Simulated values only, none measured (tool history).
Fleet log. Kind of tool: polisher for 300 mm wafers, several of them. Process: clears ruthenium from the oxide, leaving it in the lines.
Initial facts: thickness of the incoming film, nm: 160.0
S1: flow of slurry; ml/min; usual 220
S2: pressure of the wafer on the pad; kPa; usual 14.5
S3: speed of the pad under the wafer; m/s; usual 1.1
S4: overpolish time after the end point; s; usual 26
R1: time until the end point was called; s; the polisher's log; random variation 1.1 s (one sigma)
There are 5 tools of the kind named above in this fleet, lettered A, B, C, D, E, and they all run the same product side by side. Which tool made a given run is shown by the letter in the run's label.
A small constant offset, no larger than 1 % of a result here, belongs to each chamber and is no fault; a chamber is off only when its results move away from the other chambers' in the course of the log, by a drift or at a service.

| run | hour | S1 | S2 | S3 | S4 | R1 |
|---|---|---|---|---|---|---|
|  | 4.2 | chamber A: slurry nozzle cleaned |
|  | 8.4 | chamber E: worn pad replaced by a new one |
| 1A | 9.2 | 220 | 14.5 | 1.1 | 26 | 137.18 |
| 2D | 20.8 | 220 | 14.5 | 1.1 | 26 | 137.33 |
| 3E | 29.3 | 220 | 14.5 | 1.1 | 26 | 137.9 |
| 4B | 35.4 | 220 | 14.5 | 1.1 | 26 | 137.12 |
|  | 43.2 | chamber C: worn pad replaced by a new one |
| 5C | 46.4 | 220 | 14.5 | 1.1 | 26 | 136.99 |
|  | 47 | chamber B: worn pad replaced by a new one |
|  | 47.1 | chamber D: worn pad replaced by a new one |
| 6B | 55.4 | 220 | 14.5 | 1.1 | 26 | 135.9 |
| 7D | 63.5 | 220 | 14.5 | 1.1 | 26 | 139.25 |
| 8A | 74.4 | 220 | 14.5 | 1.1 | 26 | 137.31 |
| 9C | 81.1 | 220 | 14.5 | 1.32 | 26 | 113.96 |
|  | 88.1 | chamber E: worn pad replaced by a new one |
| 10E | 92.6 | 220 | 14.5 | 1.32 | 26 | 114.66 |
|  | 96.8 | chamber D: head pressure recalibrated |
| 11D | 102.6 | 220 | 14.5 | 1.32 | 26 | 114.43 |
|  | 113.9 | chamber D: worn pad replaced by a new one |
| 12A | 114 | 220 | 14.5 | 1.32 | 26 | 113.23 |
| 13C | 120.2 | 220 | 14.5 | 1.32 | 26 | 113.91 |
| 14E | 131.6 | 220 | 16.5 | 1.1 | 13 | 118.96 |
|  | 134.8 | chamber B: worn pad replaced by a new one |
| 15B | 143.6 | 220 | 16.5 | 1.1 | 13 | 119.48 |
|  | 143.8 | chamber D: slurry nozzle cleaned |
|  | 145.7 | chamber C: worn pad replaced by a new one |
| 16E | 150.5 | 220 | 16.5 | 1.1 | 13 | 122.17 |
|  | 152.6 | chamber E: slurry nozzle cleaned |
|  | 153.9 | chamber A: worn pad replaced by a new one |
| 17B | 162.1 | 220 | 16.5 | 1.1 | 13 | 120.64 |
|  | 167.5 | chamber E: worn pad replaced by a new one |
|  | 170.2 | chamber E: head pressure recalibrated |
| 18A | 173 | 220 | 16.5 | 1.1 | 13 | 119.31 |
| 19C | 181.7 | 220 | 14.5 | 1.1 | 26 | 135.85 |
|  | 188.7 | chamber C: head pressure recalibrated |
| 20D | 191.6 | 220 | 14.5 | 1.1 | 26 | 138.63 |
| 21E | 201.6 | 260 | 14.5 | 1.1 | 18 | 137.09 |
|  | 202.6 | chamber D: worn pad replaced by a new one |
| 22A | 207.7 | 260 | 14.5 | 1.1 | 18 | 134.46 |
| 23D | 213.6 | 260 | 14.5 | 1.1 | 18 | 137.18 |
|  | 215.9 | chamber B: worn pad replaced by a new one |
| 24C | 225 | 260 | 14.5 | 1.1 | 18 | 148.62 |
|  | 232 | chamber A: head pressure recalibrated |
| 25B | 234.9 | 260 | 14.5 | 1.1 | 18 | 133.79 |
| 26D | 242.9 | 220 | 12.4 | 0.9 | 26 | 200.32 |
|  | 245.9 | chamber C: worn pad replaced by a new one |
| 27A | 248.5 | 220 | 12.4 | 0.9 | 26 | 198.81 |
|  | 250.5 | chamber E: worn pad replaced by a new one |
| 28C | 258.8 | 220 | 12.4 | 0.9 | 26 | 216.66 |
| 29E | 267.5 | 220 | 12.4 | 0.9 | 26 | 195.68 |
| 30B | 279.5 | 220 | 12.4 | 0.9 | 26 | 194.57 |
| 31C | 289.7 | 220 | 14.5 | 1.1 | 26 | 149.7 |
| 32B | 297 | 220 | 14.5 | 1.1 | 26 | 137.55 |
| 33A | 308.5 | 220 | 14.5 | 1.1 | 26 | 137.37 |

Predict what each chamber gives when all 5 of them run the settings below next.
| 34A | 317.1 | 220 | 14.5 | 0.82 | 26 | ? |
| 34B | 317.1 | 220 | 14.5 | 0.82 | 26 | ? |
| 34C | 317.1 | 220 | 14.5 | 0.82 | 26 | ? |
| 34D | 317.1 | 220 | 14.5 | 0.82 | 26 | ? |
| 34E | 317.1 | 220 | 14.5 | 0.82 | 26 | ? |

| run | R1 |
|---|---|
| 34A | 184.15 |
| 34B | 185.69 |
| 34C | 202 |
| 34D | 185.54 |
| 34E | 184.53 |
